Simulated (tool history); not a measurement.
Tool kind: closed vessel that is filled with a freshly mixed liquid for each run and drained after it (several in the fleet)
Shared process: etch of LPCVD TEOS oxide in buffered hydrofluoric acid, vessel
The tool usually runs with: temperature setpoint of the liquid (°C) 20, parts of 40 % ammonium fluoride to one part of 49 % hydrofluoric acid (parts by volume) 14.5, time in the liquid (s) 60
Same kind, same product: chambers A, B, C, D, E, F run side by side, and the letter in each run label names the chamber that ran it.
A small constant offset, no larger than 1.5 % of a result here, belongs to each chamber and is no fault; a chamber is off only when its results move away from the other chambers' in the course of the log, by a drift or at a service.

run	hour	temperature setpoint of the liquid (°C)	parts of 40 % ammonium fluoride to one part of 49 % hydrofluoric acid (parts by volume)	time in the liquid (s)	hours since the thermometer was replaced	hours since the hydrofluoric acid flow meter was replaced	read-back film thickness of the LPCVD TEOS oxide reference wafer, read on the same gauge (nm)	thickness taken off the LPCVD TEOS oxide on a monitor wafer (angstrom)
1B	9.6	20	14.5	60	764.1	691.2	50.008	666.33
2F	16.5	20	14.5	60	470.7	652.4	49.963	654.39
3A	29.5	20	14.5	60	139.4	596.1	50.021	676.42
4E	36.4	20	14.5	60	3184.3	988	50.032	659.15
5D	48.7	20	14.5	60	972.4	453.8	49.973	676.41
6C	56.2	20	14.5	60	1264.8	71.4	50.021	670.8
7C	65	20	14.5	60	1273.6	80.2	50	661.56
# hour 71.9: chamber E: thermometer replaced
8B	73.9	20	14.5	60	828.4	755.5	49.979	663.89
9A	85.8	20	19	60	195.7	652.4	50.019	514.68
10E	97.9	20	19	60	26.1	1049.5	49.984	518.02
11F	110.4	20	19	60	564.6	746.3	50.017	504.29
12D	120	20	19	60	1043.7	525.1	49.998	517.54
13D	133.6	20	19	60	1057.3	538.7	49.982	518.98
14B	147.5	20	19	60	902	829.1	50.032	520.9
15A	158.6	20	14.5	60	268.5	725.2	50	669.64
16F	169.6	20	14.5	60	623.8	805.5	49.963	661.68
17C	182.7	20	14.5	60	1391.3	197.9	50.013	669.69
18E	193.4	20	14.5	60	121.6	1145	49.973	667.89
19A	204.5	20	14.5	60	314.4	771.1	49.952	666.98
20D	216.5	20	14.5	60	1140.2	621.6	50.009	661.15
21C	230.1	20	19.5	60	1438.7	245.3	49.96	493.22
22F	237.9	20	19.5	60	692.1	873.8	50.002	503.36
# hour 242.9: chamber B: thermometer replaced
23B	252.1	20	19.5	60	9.2	933.7	49.996	506.16
# hour 258.6: chamber C: thermometer replaced
24E	263.8	20	19.5	60	192	1215.4	49.949	491.5
25D	274.3	20	19.5	60	1198	679.4	50.012	504.79
26A	286.6	20	19.5	60	396.5	853.2	49.96	503.67
27C	295	20	14.5	60	36.4	310.2	49.953	666.95
28F	307.4	20	14.5	60	761.6	943.3	49.954	689.65
# hour 319.3: chamber D: thermometer replaced
29B	321.4	20	14.5	60	78.5	1003	50.044	669.68
30E	331.4	20	14.5	60	259.6	1283	50.002	675.31
31E	343	20	14.5	60	271.2	1294.6	49.978	659.39
32A	353.9	20	14.5	60	463.8	920.5	50.034	661.08
33F	365.2	20	14.5	60	819.4	1001.1	49.951	703.67
34D	372.8	20	14.5	60	53.6	777.9	49.979	676
35B	385.5	20	14.5	60	142.6	1067.1	50.004	678.95
36C	394.1	20	14.5	60	135.5	409.3	50.029	664.99
37A	400.9	23	14.5	45	510.8	967.5	50.01	600.2
# hour 401.9: chamber D: hydrofluoric acid flow meter replaced
38E	407.8	23	14.5	45	336	1359.4	49.962	591.43
39F	419.6	23	14.5	45	873.8	1055.5	49.967	633.29
# hour 431.5: chamber C: hydrofluoric acid flow meter replaced
40D	432.4	23	14.5	45	113.2	30.5	49.991	598.58
41C	445.2	23	14.5	45	186.6	13.7	50.024	585.89
42B	451.7	23	14.5	45	208.8	1133.3	49.987	594.5
43C	464.9	20	14.5	60	206.3	33.4	49.996	663.72
44F	478.1	20	14.5	60	932.3	1114	50.047	721.96

Next, all 6 chambers run the settings below, one line each with question marks for the results. What does each chamber give?
45A	488.3	20	14.5	60				?
45B	488.3	20	14.5	60				?
45C	488.3	20	14.5	60				?
45D	488.3	20	14.5	60				?
45E	488.3	20	14.5	60				?
45F	488.3	20	14.5	60				?

run	thickness taken off the LPCVD TEOS oxide on a monitor wafer (angstrom)
45A	677.1
45B	666.04
45C	669.82
45D	677.46
45E	659.29
45F	737.18

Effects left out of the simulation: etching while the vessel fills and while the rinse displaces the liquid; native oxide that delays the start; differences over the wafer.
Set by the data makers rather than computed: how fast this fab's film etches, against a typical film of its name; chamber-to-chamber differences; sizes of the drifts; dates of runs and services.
